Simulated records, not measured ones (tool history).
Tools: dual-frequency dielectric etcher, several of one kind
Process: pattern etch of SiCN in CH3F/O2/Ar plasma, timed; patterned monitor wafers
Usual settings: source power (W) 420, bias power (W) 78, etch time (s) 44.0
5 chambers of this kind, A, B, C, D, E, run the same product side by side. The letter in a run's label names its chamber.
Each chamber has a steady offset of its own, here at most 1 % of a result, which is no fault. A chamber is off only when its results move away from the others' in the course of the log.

| run | hour | source power (W) | bias power (W) | etch time (s) | read-back reference wafer on the same gauge, depth_nm | mean etch depth across the wafer (nm) |
|---|---|---|---|---|---|---|
| 1B | 6.7 | 420 | 78 | 44.0 | 20.203 | 17.169 |
| 2D | 13.1 | 420 | 78 | 44.0 | 20.188 | 17.306 |
| 3E | 16.1 | 420 | 78 | 44.0 | 20.214 | 17.198 |
|  | 16.9 | chamber E: wet clean of the chamber |
| 4C | 20.0 | 420 | 78 | 44.0 | 20.225 | 17.539 |
| 5A | 25.5 | 420 | 78 | 44.0 | 20.238 | 17.270 |
| 6A | 30.3 | 420 | 78 | 44.0 | 20.171 | 17.376 |
| 7D | 36.2 | 420 | 78 | 44.0 | 20.183 | 17.289 |
| 8B | 39.2 | 420 | 78 | 44.0 | 20.218 | 17.147 |
| 9E | 43.7 | 420 | 78 | 44.0 | 20.188 | 17.255 |
| 10C | 46.7 | 420 | 78 | 44.0 | 20.217 | 17.447 |
| 11D | 50.9 | 420 | 78 | 44.0 | 20.171 | 17.139 |
| 12C | 54.2 | 360 | 78 | 44.0 | 20.204 | 16.404 |
| 13B | 58.9 | 360 | 78 | 44.0 | 20.170 | 16.270 |
| 14A | 62.9 | 360 | 78 | 44.0 | 20.191 | 16.368 |
| 15E | 67.1 | 360 | 78 | 44.0 | 20.191 | 16.211 |
|  | 71.0 | chamber C: wet clean of the chamber |
| 16D | 71.5 | 360 | 78 | 44.0 | 20.175 | 16.389 |
| 17C | 77.6 | 420 | 78 | 44.0 | 20.207 | 17.458 |
| 18B | 81.0 | 420 | 78 | 44.0 | 20.194 | 17.364 |
| 19E | 85.2 | 420 | 78 | 44.0 | 20.211 | 17.157 |
| 20A | 90.5 | 420 | 78 | 44.0 | 20.175 | 17.328 |
| 21A | 95.2 | 420 | 78 | 44.0 | 20.177 | 17.278 |
| 22D | 98.3 | 420 | 78 | 44.0 | 20.189 | 17.229 |
| 23C | 102.0 | 420 | 78 | 44.0 | 20.216 | 17.336 |
| 24E | 108.0 | 420 | 78 | 44.0 | 20.198 | 17.161 |
| 25B | 111.6 | 420 | 78 | 44.0 | 20.199 | 17.302 |
|  | 113.2 | chamber B: wet clean of the chamber |
| 26E | 117.7 | 420 | 78 | 44.0 | 20.197 | 17.282 |
| 27B | 121.0 | 420 | 78 | 44.0 | 20.220 | 16.696 |
| 28D | 127.1 | 420 | 78 | 44.0 | 20.209 | 17.164 |
| 29C | 131.4 | 420 | 78 | 44.0 | 20.207 | 17.364 |
| 30A | 137.9 | 420 | 78 | 44.0 | 20.227 | 17.477 |
| 31B | 142.5 | 420 | 78 | 44.0 | 20.192 | 16.782 |
| 32C | 148.9 | 420 | 78 | 44.0 | 20.217 | 17.371 |
| 33A | 153.1 | 420 | 78 | 44.0 | 20.197 | 17.401 |
| 34E | 156.1 | 420 | 62 | 37.5 | 20.235 | 13.650 |
| 35D | 160.7 | 420 | 62 | 37.5 | 20.187 | 13.589 |
| 36C | 166.8 | 420 | 62 | 37.5 | 20.167 | 13.688 |
| 37E | 171.5 | 420 | 62 | 37.5 | 20.183 | 13.541 |
| 38A | 175.8 | 420 | 62 | 37.5 | 20.197 | 13.594 |
| 39B | 179.8 | 420 | 78 | 44.0 | 20.231 | 16.762 |
| 40D | 183.7 | 420 | 78 | 44.0 | 20.204 | 17.196 |
| 41B | 187.0 | 420 | 78 | 44.0 | 20.180 | 16.796 |

Is one chamber off against the others, does the gauge drift, or is nothing wrong? If a chamber is off, say which, and what the likeliest cause is.

A service left chamber B off against the others.
Cause: etch rate under this chamber's usual, % = 3.56.

Here are 4 candidates for chamber B's next run, each the usual settings with a change, their results left as question marks. Which one brings its results back in line with what the others give on the usual settings?
In line means no further than this from the other chambers' mean on the usual settings: mean etch depth across the wafer (nm) 0.290
| 42B-1 | 191.8 | 420 | 77 | 42.5 |  | ? |
| 42B-2 | 191.8 | 420 | 78 | 45.5 |  | ? |
| 42B-3 | 191.8 | 410 | 78 | 41.0 |  | ? |
| 42B-4 | 191.8 | 510 | 78 | 44.0 |  | ? |

The other chambers' mean on the usual settings: mean etch depth across the wafer (nm) 17.303
| run | mean etch depth across the wafer (nm) |
|---|---|
| 42B-1 | 16.031 |
| 42B-2 | 17.243 |
| 42B-3 | 15.400 |
| 42B-4 | 17.918 |
42B-2 brings the chamber back in line.
